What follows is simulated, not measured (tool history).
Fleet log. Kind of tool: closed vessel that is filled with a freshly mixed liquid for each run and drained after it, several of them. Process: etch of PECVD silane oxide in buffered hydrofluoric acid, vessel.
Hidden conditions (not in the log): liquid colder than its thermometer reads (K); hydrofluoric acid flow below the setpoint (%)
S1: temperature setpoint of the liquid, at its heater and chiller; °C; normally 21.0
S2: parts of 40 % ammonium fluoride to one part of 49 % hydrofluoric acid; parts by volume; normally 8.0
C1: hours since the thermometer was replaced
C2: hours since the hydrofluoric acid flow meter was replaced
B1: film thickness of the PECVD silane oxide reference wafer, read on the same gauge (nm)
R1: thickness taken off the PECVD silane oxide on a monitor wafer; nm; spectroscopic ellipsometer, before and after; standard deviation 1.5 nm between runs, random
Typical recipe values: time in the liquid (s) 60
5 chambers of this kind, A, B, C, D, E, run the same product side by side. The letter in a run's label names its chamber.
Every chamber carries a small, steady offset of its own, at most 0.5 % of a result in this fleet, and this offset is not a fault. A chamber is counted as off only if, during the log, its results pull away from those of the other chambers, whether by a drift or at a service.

{"run": "1D", "hour": 9.7, "S1": 21.0, "S2": 8.0, "time in the liquid (s)": 60, "C1": 716.0, "C2": 591.9, "B1": 90.009, "R1": 239.49}
{"run": "2E", "hour": 16.1, "S1": 21.0, "S2": 8.0, "time in the liquid (s)": 60, "C1": 81.9, "C2": 911.1, "B1": 89.981, "R1": 239.55}
{"run": "3A", "hour": 25.6, "S1": 21.0, "S2": 8.0, "time in the liquid (s)": 60, "C1": 1653.4, "C2": 1125.0, "B1": 90.03, "R1": 236.79}
{"run": "4B", "hour": 34.8, "S1": 21.0, "S2": 8.0, "time in the liquid (s)": 60, "C1": 326.2, "C2": 258.5, "B1": 89.965, "R1": 238.91}
{"run": "5C", "hour": 41.8, "S1": 21.0, "S2": 8.0, "time in the liquid (s)": 60, "C1": 757.3, "C2": 869.4, "B1": 89.977, "R1": 234.83}
{"run": "6E", "hour": 54.2, "S1": 21.0, "S2": 8.0, "time in the liquid (s)": 60, "C1": 120.0, "C2": 949.2, "B1": 89.979, "R1": 237.85}
{"run": "7A", "hour": 62.4, "S1": 21.0, "S2": 8.0, "time in the liquid (s)": 60, "C1": 1690.2, "C2": 1161.8, "B1": 90.026, "R1": 239.15}
{"run": "8B", "hour": 72.5, "S1": 24.5, "S2": 10.0, "time in the liquid (s)": 60, "C1": 363.9, "C2": 296.2, "B1": 89.996, "R1": 238.38}
{"run": "9D", "hour": 83.6, "S1": 24.5, "S2": 10.0, "time in the liquid (s)": 60, "C1": 789.9, "C2": 665.8, "B1": 90.002, "R1": 238.63}
{"run": "10C", "hour": 91.0, "S1": 24.5, "S2": 10.0, "time in the liquid (s)": 60, "C1": 806.5, "C2": 918.6, "B1": 89.995, "R1": 235.95}
{"run": "11D", "hour": 98.4, "S1": 24.5, "S2": 10.0, "time in the liquid (s)": 60, "C1": 804.7, "C2": 680.6, "B1": 90.006, "R1": 237.08}
{"run": "12E", "hour": 104.7, "S1": 24.5, "S2": 10.0, "time in the liquid (s)": 60, "C1": 170.5, "C2": 999.7, "B1": 89.988, "R1": 236.99}
{"run": "13B", "hour": 118.4, "S1": 21.0, "S2": 8.0, "time in the liquid (s)": 60, "C1": 409.8, "C2": 342.1, "B1": 89.988, "R1": 238.53}
{"run": "14A", "hour": 125.6, "S1": 21.0, "S2": 8.0, "time in the liquid (s)": 60, "C1": 1753.4, "C2": 1225.0, "B1": 89.98, "R1": 236.34}
{"run": "15C", "hour": 137.0, "S1": 21.0, "S2": 8.0, "time in the liquid (s)": 60, "C1": 852.5, "C2": 964.6, "B1": 90.005, "R1": 237.82}
{"run": "16B", "hour": 145.8, "S1": 21.0, "S2": 8.0, "time in the liquid (s)": 60, "C1": 437.2, "C2": 369.5, "B1": 89.992, "R1": 236.46}
{"run": "17A", "hour": 157.1, "S1": 21.0, "S2": 8.0, "time in the liquid (s)": 60, "C1": 1784.9, "C2": 1256.5, "B1": 90.004, "R1": 239.37}
{"run": "18D", "hour": 164.9, "S1": 21.0, "S2": 8.0, "time in the liquid (s)": 60, "C1": 871.2, "C2": 747.1, "B1": 90.005, "R1": 239.26}
{"hour": 173.7, "done": "chamber A: hydrofluoric acid flow meter replaced"}
{"run": "19C", "hour": 179.1, "S1": 21.0, "S2": 8.0, "time in the liquid (s)": 60, "C1": 894.6, "C2": 1006.7, "B1": 90.017, "R1": 236.54}
{"run": "20E", "hour": 188.2, "S1": 18.5, "S2": 8.0, "time in the liquid (s)": 60, "C1": 254.0, "C2": 1083.2, "B1": 90.003, "R1": 207.84}
{"run": "21E", "hour": 195.0, "S1": 18.5, "S2": 8.0, "time in the liquid (s)": 60, "C1": 260.8, "C2": 1090.0, "B1": 90.029, "R1": 204.74}
{"run": "22C", "hour": 204.3, "S1": 18.5, "S2": 8.0, "time in the liquid (s)": 60, "C1": 919.8, "C2": 1031.9, "B1": 90.011, "R1": 204.56}
{"hour": 206.7, "done": "chamber E: hydrofluoric acid flow meter replaced"}
{"run": "23D", "hour": 218.2, "S1": 18.5, "S2": 8.0, "time in the liquid (s)": 60, "C1": 924.5, "C2": 800.4, "B1": 89.963, "R1": 206.58}
{"run": "24A", "hour": 227.4, "S1": 18.5, "S2": 8.0, "time in the liquid (s)": 60, "C1": 1855.2, "C2": 53.7, "B1": 89.994, "R1": 208.61}
{"run": "25B", "hour": 236.3, "S1": 21.0, "S2": 8.0, "time in the liquid (s)": 60, "C1": 527.7, "C2": 460.0, "B1": 90.003, "R1": 232.37}
{"run": "26A", "hour": 247.8, "S1": 21.0, "S2": 8.0, "time in the liquid (s)": 60, "C1": 1875.6, "C2": 74.1, "B1": 90.009, "R1": 240.48}
{"run": "27C", "hour": 255.1, "S1": 21.0, "S2": 5.5, "time in the liquid (s)": 60, "C1": 970.6, "C2": 1082.7, "B1": 90.033, "R1": 337.85}
{"run": "28D", "hour": 266.0, "S1": 21.0, "S2": 5.5, "time in the liquid (s)": 60, "C1": 972.3, "C2": 848.2, "B1": 90.015, "R1": 340.17}
{"run": "29E", "hour": 276.2, "S1": 21.0, "S2": 5.5, "time in the liquid (s)": 60, "C1": 342.0, "C2": 69.5, "B1": 90.0, "R1": 340.82}
{"hour": 283.3, "done": "chamber A: thermometer replaced"}
{"run": "30B", "hour": 286.0, "S1": 21.0, "S2": 5.5, "time in the liquid (s)": 60, "C1": 577.4, "C2": 509.7, "B1": 89.962, "R1": 323.34}
{"run": "31C", "hour": 295.4, "S1": 21.0, "S2": 5.5, "time in the liquid (s)": 60, "C1": 1010.9, "C2": 1123.0, "B1": 90.0, "R1": 337.63}
{"run": "32E", "hour": 306.7, "S1": 21.0, "S2": 8.0, "time in the liquid (s)": 60, "C1": 372.5, "C2": 100.0, "B1": 89.995, "R1": 237.66}
{"run": "33B", "hour": 318.2, "S1": 21.0, "S2": 8.0, "time in the liquid (s)": 60, "C1": 609.6, "C2": 541.9, "B1": 90.018, "R1": 230.84}
{"run": "34D", "hour": 327.3, "S1": 21.0, "S2": 8.0, "time in the liquid (s)": 60, "C1": 1033.6, "C2": 909.5, "B1": 89.989, "R1": 239.64}
{"run": "35A", "hour": 335.0, "S1": 21.0, "S2": 8.0, "time in the liquid (s)": 60, "C1": 51.8, "C2": 161.3, "B1": 90.02, "R1": 237.17}
{"run": "36A", "hour": 341.3, "S1": 21.0, "S2": 8.0, "time in the liquid (s)": 60, "C1": 58.1, "C2": 167.6, "B1": 89.963, "R1": 237.97}
{"run": "37C", "hour": 353.4, "S1": 21.0, "S2": 8.0, "time in the liquid (s)": 60, "C1": 1068.9, "C2": 1181.0, "B1": 89.993, "R1": 236.66}
{"run": "38D", "hour": 367.5, "S1": 21.0, "S2": 8.0, "time in the liquid (s)": 60, "C1": 1073.8, "C2": 949.7, "B1": 90.003, "R1": 234.58}
{"run": "39E", "hour": 377.5, "S1": 21.0, "S2": 8.0, "time in the liquid (s)": 60, "C1": 443.3, "C2": 170.8, "B1": 89.991, "R1": 241.23}
{"run": "40B", "hour": 389.5, "S1": 21.0, "S2": 8.0, "time in the liquid (s)": 60, "C1": 680.9, "C2": 613.2, "B1": 89.987, "R1": 226.77}
{"run": "41A", "hour": 396.5, "S1": 22.5, "S2": 9.0, "time in the liquid (s)": 60, "C1": 113.3, "C2": 222.8, "B1": 89.982, "R1": 231.32}
{"run": "42E", "hour": 409.5, "S1": 22.5, "S2": 9.0, "time in the liquid (s)": 60, "C1": 475.3, "C2": 202.8, "B1": 90.003, "R1": 226.95}
{"run": "43B", "hour": 417.3, "S1": 22.5, "S2": 9.0, "time in the liquid (s)": 60, "C1": 708.7, "C2": 641.0, "B1": 89.979, "R1": 212.93}
{"run": "44C", "hour": 426.9, "S1": 22.5, "S2": 9.0, "time in the liquid (s)": 60, "C1": 1142.4, "C2": 1254.5, "B1": 90.022, "R1": 224.88}

Decide between three cases: one chamber stands off from its peers, the gauge reading all wafers drifts, or nothing is wrong past each chamber's small offset. Where a chamber is off, say which and what most likely put it there.

One chamber, B, drifts off from the rest bit by bit.
Likeliest cause: liquid colder than its thermometer reads (K) = 1.35.
The log might look much the same if the cause were instead: hydrofluoric acid flow below the setpoint (%).

Which of the 4 candidates below, each the usual settings with something changed and its results left as question marks, puts chamber B back in line with what the other chambers give on the usual settings?
To be in line, a result may differ from the other chambers' mean on the usual settings by at most: R1 5.30 nm
{"run": "45B-1", "hour": 437.0, "S1": 21.0, "S2": 8.5, "time in the liquid (s)": 60, "R1": "?"}
{"run": "45B-2", "hour": 437.0, "S1": 21.5, "S2": 8.0, "time in the liquid (s)": 65, "R1": "?"}
{"run": "45B-3", "hour": 437.0, "S1": 19.0, "S2": 8.0, "time in the liquid (s)": 60, "R1": "?"}
{"run": "45B-4", "hour": 437.0, "S1": 21.0, "S2": 7.5, "time in the liquid (s)": 60, "R1": "?"}

Mean of the other chambers on the usual settings: R1 237.84 nm
run=45B-1 R1=207.55
run=45B-2 R1=247.20
run=45B-3 R1=198.19
run=45B-4 R1=238.21
With 45B-4, the chamber falls back in line with the rest.
